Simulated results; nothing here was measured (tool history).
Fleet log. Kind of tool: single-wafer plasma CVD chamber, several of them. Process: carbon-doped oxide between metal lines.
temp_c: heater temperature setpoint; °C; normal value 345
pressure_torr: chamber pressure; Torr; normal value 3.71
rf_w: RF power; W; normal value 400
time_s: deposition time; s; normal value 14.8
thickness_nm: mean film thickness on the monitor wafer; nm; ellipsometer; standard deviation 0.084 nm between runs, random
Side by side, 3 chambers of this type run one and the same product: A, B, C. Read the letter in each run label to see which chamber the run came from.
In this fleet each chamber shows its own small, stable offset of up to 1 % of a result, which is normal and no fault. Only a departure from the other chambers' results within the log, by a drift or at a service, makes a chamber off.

run,hour,temp_c,pressure_torr,rf_w,time_s,"read-back reference wafer on the same gauge, thickness_nm",thickness_nm
1B,5.6,345,3.71,400,14.8,63.393,63.767
2C,10.7,345,3.71,400,14.8,63.390,63.411
3A,16.4,345,3.71,400,14.8,63.359,63.795
4A,22.2,345,3.71,400,14.8,63.335,63.683
5B,25.1,345,3.71,400,14.8,63.329,63.806
6C,29.2,345,3.71,400,14.8,63.315,63.529
7C,34.4,345,3.71,400,14.8,63.290,63.481
8A,38.8,345,3.71,400,14.8,63.294,63.908
9B,43.2,345,3.71,400,14.8,63.276,63.661
10C,48.8,345,3.71,400,14.8,63.270,63.324
11A,52.5,345,3.71,400,12.5,63.256,54.022
12B,58.8,345,3.71,400,12.5,63.255,53.875
13C,61.6,345,3.71,400,12.5,63.215,53.661
14A,65.7,345,3.71,400,14.8,63.196,63.706
15B,70.0,345,3.71,400,14.8,63.207,63.597
16A,74.5,345,3.71,400,14.8,63.184,63.647
17C,78.7,339,3.71,340,14.8,63.183,57.113
18B,83.1,339,3.71,340,14.8,63.175,57.126
# hour 84.5: chamber C: capacitance manometer re-zeroed and calibrated
19A,88.0,339,3.71,340,14.8,63.161,57.193
20C,93.9,345,3.71,400,14.8,63.150,63.299
21B,99.9,345,3.71,400,14.8,63.116,63.533
22B,106.2,345,3.71,400,14.8,63.113,63.658
23A,109.2,345,2.84,400,14.8,63.083,62.014
24C,112.7,345,2.84,400,14.8,63.073,61.701
25B,118.8,345,2.84,400,14.8,63.096,61.945

For the next run the whole fleet of 3 chambers uses the same settings. Give each chamber's results:
26A,123.4,345,3.71,355,14.8,,?
26B,123.4,345,3.71,355,14.8,,?
26C,123.4,345,3.71,355,14.8,,?

run,thickness_nm
26A,58.024
26B,57.835
26C,57.821

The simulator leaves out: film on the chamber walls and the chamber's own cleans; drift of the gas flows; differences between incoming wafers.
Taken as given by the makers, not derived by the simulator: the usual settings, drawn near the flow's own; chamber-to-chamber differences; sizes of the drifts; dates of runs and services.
